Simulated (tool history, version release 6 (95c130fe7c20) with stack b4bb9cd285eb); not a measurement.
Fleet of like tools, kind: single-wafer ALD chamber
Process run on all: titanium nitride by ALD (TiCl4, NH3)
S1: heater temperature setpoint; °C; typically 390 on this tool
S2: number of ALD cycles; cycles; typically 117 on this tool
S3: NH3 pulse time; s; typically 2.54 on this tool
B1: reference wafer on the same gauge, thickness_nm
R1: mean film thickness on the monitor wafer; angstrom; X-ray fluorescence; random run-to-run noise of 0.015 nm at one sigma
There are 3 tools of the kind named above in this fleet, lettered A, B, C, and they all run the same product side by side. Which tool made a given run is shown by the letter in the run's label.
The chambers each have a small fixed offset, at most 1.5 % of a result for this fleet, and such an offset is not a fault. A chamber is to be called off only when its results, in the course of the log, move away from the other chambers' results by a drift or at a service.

run,day,S1,S2,S3,B1,R1
1B,0.117,390,117,2.54,2.6194,25.412
2A,0.212,390,117,2.54,2.6220,25.937
3C,0.312,390,117,2.54,2.6204,26.170
4A,0.479,390,117,2.54,2.6203,25.824
5C,0.662,390,117,2.54,2.6202,26.135
6B,0.754,390,103,1.75,2.6218,22.029
7C,0.896,390,103,1.75,2.6153,22.289
8A,1.054,390,103,1.75,2.6214,22.463
9B,1.238,390,117,2.54,2.6230,25.673
10A,1.400,390,117,2.54,2.6181,25.931
11C,1.529,390,117,2.54,2.6210,25.963
12B,1.683,390,117,2.54,2.6223,25.518
13B,1.771,379,117,2.54,2.6201,25.495
14A,1.892,379,117,2.54,2.6173,25.779
15C,1.983,379,117,2.54,2.6177,25.714
16A,2.117,390,117,2.54,2.6204,25.836
17C,2.238,390,117,2.54,2.6233,26.107
18B,2.371,390,117,2.54,2.6225,25.572
19C,2.554,390,117,2.54,2.6213,25.850
20B,2.683,390,117,2.54,2.6193,25.379
21A,2.867,390,117,2.54,2.6242,25.829
22A,2.979,390,117,2.54,2.6229,26.045
23B,3.108,390,117,2.54,2.6211,25.725
24C,3.250,390,117,2.54,2.6177,26.147
25C,3.429,390,117,2.54,2.6193,25.945
26A,3.575,390,117,2.54,2.6160,25.832
27B,3.717,390,117,2.54,2.6233,25.405
28C,3.862,390,102,3.26,2.6217,22.864
29B,3.979,390,102,3.26,2.6199,22.505
30A,4.112,390,102,3.26,2.6210,22.696
31C,4.217,390,110,3.33,2.6195,24.458
32A,4.333,390,110,3.33,2.6197,24.642

Predict what each chamber gives when all 3 of them run the settings below next.
33A,4.471,390,117,3.24,,?
33B,4.471,390,117,3.24,,?
33C,4.471,390,117,3.24,,?

run,R1
33A,26.361
33B,25.892
33C,26.134
